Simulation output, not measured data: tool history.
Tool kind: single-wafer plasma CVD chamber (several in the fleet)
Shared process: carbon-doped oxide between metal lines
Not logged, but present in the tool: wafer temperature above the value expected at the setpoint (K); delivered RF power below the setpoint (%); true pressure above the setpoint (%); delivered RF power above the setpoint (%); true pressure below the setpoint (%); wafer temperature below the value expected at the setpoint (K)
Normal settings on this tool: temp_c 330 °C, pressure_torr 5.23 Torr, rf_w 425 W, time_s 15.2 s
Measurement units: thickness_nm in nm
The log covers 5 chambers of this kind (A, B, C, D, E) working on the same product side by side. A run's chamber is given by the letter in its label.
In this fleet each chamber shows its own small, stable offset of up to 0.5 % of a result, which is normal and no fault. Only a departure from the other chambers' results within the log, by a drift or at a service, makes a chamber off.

run    day  temp_c  pressure_torr  rf_w  time_s  hours since the last thermocouple change  hours since the last RF generator calibration  hours since the last manometer calibration  read-back reference wafer on the same gauge, thickness_nm  thickness_nm
 1A  0.196     330           5.23   425    15.2                                    1208.3                                         1652.6                                       292.5                                                     66.063        75.681
 2C  0.462     330           5.23   425    15.2                                    1600.3                                            290                                      1444.9                                                     66.061        74.964
 3B  0.633     330           5.23   425    15.2                                     543.3                                          557.8                                       745.9                                                     66.082        74.706
 4E  0.821     330           5.23   425    15.2                                       841                                          243.1                                      1243.7                                                      66.09        75.595
 5D   0.95     343           4.12   425    15.2                                    1502.9                                         1237.7                                      1001.8                                                     66.078        70.082
 6D  1.142     343           4.12   425    15.2                                    1507.5                                         1242.3                                      1006.4                                                     66.073        70.106
 7A  1.392     343           4.12   425    15.2                                      1237                                         1681.3                                       321.2                                                     66.085         70.15
 8C  1.521     343           4.12   425    15.2                                    1625.7                                          315.4                                      1470.3                                                     66.114        69.341
 9E  1.796     343           4.12   425    15.2                                     864.4                                          266.5                                      1267.1                                                     66.105        69.689
10B  1.971     330           5.23   425    15.2                                     575.4                                          589.9                                         778                                                     66.118        75.113
11B  2.121     330           5.23   425    15.2                                       579                                          593.5                                       781.6                                                     66.105        75.108
12E    2.3     330           5.23   425    15.2                                     876.5                                          278.6                                      1279.2                                                     66.084        75.328
13A  2.488     330           5.23   425    15.2                                    1263.3                                         1707.6                                       347.5                                                     66.122        75.276
14D  2.733     330           5.23   425    15.2                                    1545.7                                         1280.5                                      1044.6                                                      66.09         75.59
15C  2.925     330           5.23   425    15.2                                    1659.4                                          349.1                                        1504                                                     66.108         74.85
16C  3.133     330           5.23   425    15.2                                    1664.4                                          354.1                                        1509                                                     66.115        74.845
     3.275  -- chamber D: capacitance manometer re-zeroed and calibrated
17D  3.392     330           5.23   425    15.2                                    1561.5                                         1296.3                                         2.9                                                     66.079        75.369
18A  3.629     330           5.23   425    15.2                                    1290.7                                           1735                                       374.9                                                     66.109        74.967
19E  3.754     330           5.23   425    15.2                                     911.4                                          313.5                                      1314.1                                                     66.078        75.345
20B  3.992     330           5.23   425    15.2                                     623.9                                          638.4                                       826.5                                                     66.108        75.176
21D  4.129     330           5.23   425    15.2                                    1579.2                                           1314                                        20.6                                                      66.07        75.325
22C  4.354     330           5.23   425    15.2                                    1693.7                                          383.4                                      1538.3                                                     66.084        74.983
23B  4.579     330           5.23   425    15.2                                       638                                          652.5                                       840.6                                                      66.11        75.402
24A  4.721     330           5.23   425    15.2                                    1316.9                                         1761.2                                       401.1                                                     66.101        74.478
25E  4.896     330           5.23   425    15.2                                     938.8                                          340.9                                      1341.5                                                     66.087        75.419
26B  5.029     330           5.23   425    15.2                                     648.8                                          663.3                                       851.4                                                     66.049        74.975
27D  5.238     330           5.23   425    15.2                                    1605.8                                         1340.6                                        47.2                                                     66.071        75.333
28A  5.392     330           5.23   425    15.2                                      1333                                         1777.3                                       417.2                                                     66.087        74.027
29E  5.667     330           5.23   425    15.2                                     957.3                                          359.4                                        1360                                                     66.125        75.597
30C  5.788     330           5.23   425    15.2                                    1728.1                                          417.8                                      1572.7                                                     66.164        74.961
31B      6     330           6.33   425    15.2                                     672.1                                          686.6                                       874.7                                                     66.056        76.734

The same settings go to every chamber for the next run, one line per chamber below. Forecast the results for each:
32A  6.2     323           5.23   425    15.2                                                                                                                                                                                                             ?
32B  6.2     323           5.23   425    15.2                                                                                                                                                                                                             ?
32C  6.2     323           5.23   425    15.2                                                                                                                                                                                                             ?
32D  6.2     323           5.23   425    15.2                                                                                                                                                                                                             ?
32E  6.2     323           5.23   425    15.2                                                                                                                                                                                                             ?

run  thickness_nm
32A        75.401
32B         77.14
32C        76.568
32D        77.347
32E        77.581
